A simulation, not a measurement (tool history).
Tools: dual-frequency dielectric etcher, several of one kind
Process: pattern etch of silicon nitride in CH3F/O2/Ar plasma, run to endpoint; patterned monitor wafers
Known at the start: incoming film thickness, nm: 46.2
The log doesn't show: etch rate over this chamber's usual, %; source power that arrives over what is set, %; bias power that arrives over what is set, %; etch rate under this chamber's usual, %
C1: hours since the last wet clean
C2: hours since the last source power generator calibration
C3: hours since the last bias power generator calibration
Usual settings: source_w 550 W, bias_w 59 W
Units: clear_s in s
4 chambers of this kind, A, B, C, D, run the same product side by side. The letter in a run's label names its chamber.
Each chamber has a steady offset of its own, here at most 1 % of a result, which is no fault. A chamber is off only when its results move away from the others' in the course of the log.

run 1B day=0.342 | source_w=550 bias_w=59 | C1=137.8 C2=489.4 C3=855.1 | clear_s=63.775
run 2C day=0.688 | source_w=550 bias_w=59 | C1=449.3 C2=2803 C3=1567.2 | clear_s=63.091
run 3A day=1.062 | source_w=550 bias_w=59 | C1=31.2 C2=1290.8 C3=3438.6 | clear_s=63.527
run 4D day=1.292 | source_w=550 bias_w=59 | C1=488.8 C2=4884 C3=368.4 | clear_s=64.268
run 5B day=1.488 | source_w=550 bias_w=59 | C1=165.3 C2=516.9 C3=882.6 | clear_s=63.566
run 6D day=1.821 | source_w=460 bias_w=59 | C1=501.5 C2=4896.7 C3=381.1 | clear_s=68.454
run 7C day=2.154 | source_w=460 bias_w=59 | C1=484.5 C2=2838.2 C3=1602.4 | clear_s=67.414
run 8A day=2.508 | source_w=460 bias_w=59 | C1=65.9 C2=1325.5 C3=3473.3 | clear_s=67.457
run 9D day=2.862 | source_w=460 bias_w=59 | C1=526.5 C2=4921.7 C3=406.1 | clear_s=68.892
-- day=3.225 chamber C: wet clean of the chamber
run 10B day=3.225 | source_w=550 bias_w=59 | C1=207 C2=558.6 C3=924.3 | clear_s=62.182
run 11A day=3.492 | source_w=550 bias_w=59 | C1=89.5 C2=1349.1 C3=3496.9 | clear_s=62.256
-- day=3.504 chamber D: wet clean of the chamber
run 12C day=3.692 | source_w=550 bias_w=59 | C1=11.3 C2=2875.1 C3=1639.3 | clear_s=62.051
run 13B day=3.975 | source_w=550 bias_w=59 | C1=225 C2=576.6 C3=942.3 | clear_s=62.819
run 14D day=4.304 | source_w=550 bias_w=59 | C1=19.2 C2=4956.3 C3=440.7 | clear_s=63.279
run 15A day=4.504 | source_w=550 bias_w=59 | C1=113.8 C2=1373.4 C3=3521.2 | clear_s=62.991
run 16C day=4.783 | source_w=550 bias_w=59 | C1=37.5 C2=2901.3 C3=1665.5 | clear_s=62.085
run 17D day=5.162 | source_w=550 bias_w=59 | C1=39.8 C2=4976.9 C3=461.3 | clear_s=63.62
run 18B day=5.412 | source_w=550 bias_w=59 | C1=259.5 C2=611.1 C3=976.8 | clear_s=63.926
run 19A day=5.762 | source_w=550 bias_w=59 | C1=144 C2=1403.6 C3=3551.4 | clear_s=62.656
run 20C day=6.062 | source_w=550 bias_w=59 | C1=68.2 C2=2932 C3=1696.2 | clear_s=62.076
run 21C day=6.404 | source_w=550 bias_w=59 | C1=76.4 C2=2940.2 C3=1704.4 | clear_s=63.099
run 22A day=6.662 | source_w=550 bias_w=59 | C1=165.6 C2=1425.2 C3=3573 | clear_s=62.576
run 23D day=6.833 | source_w=550 bias_w=59 | C1=79.9 C2=5017 C3=501.4 | clear_s=63.407
run 24B day=7.058 | source_w=550 bias_w=59 | C1=299 C2=650.6 C3=1016.3 | clear_s=62.477
run 25A day=7.329 | source_w=550 bias_w=59 | C1=181.6 C2=1441.2 C3=3589 | clear_s=62.743
run 26D day=7.612 | source_w=550 bias_w=59 | C1=98.6 C2=5035.7 C3=520.1 | clear_s=63.33
run 27B day=7.967 | source_w=550 bias_w=49 | C1=320.8 C2=672.4 C3=1038.1 | clear_s=66.967
run 28C day=8.158 | source_w=550 bias_w=49 | C1=118.5 C2=2982.3 C3=1746.5 | clear_s=66.176
run 29B day=8.421 | source_w=550 bias_w=49 | C1=331.7 C2=683.3 C3=1049 | clear_s=67.798
run 30D day=8.754 | source_w=550 bias_w=49 | C1=126 C2=5063.1 C3=547.5 | clear_s=67.303
run 31C day=9.112 | source_w=550 bias_w=59 | C1=141.4 C2=3005.2 C3=1769.4 | clear_s=62.299

Next, every chamber runs the same settings. What will each give?
run 32A day=9.383 | source_w=680 bias_w=59 | clear_s=?
run 32B day=9.383 | source_w=680 bias_w=59 | clear_s=?
run 32C day=9.383 | source_w=680 bias_w=59 | clear_s=?
run 32D day=9.383 | source_w=680 bias_w=59 | clear_s=?

run=32A clear_s=58.067
run=32B clear_s=58.238
run=32C clear_s=57.335
run=32D clear_s=58.434
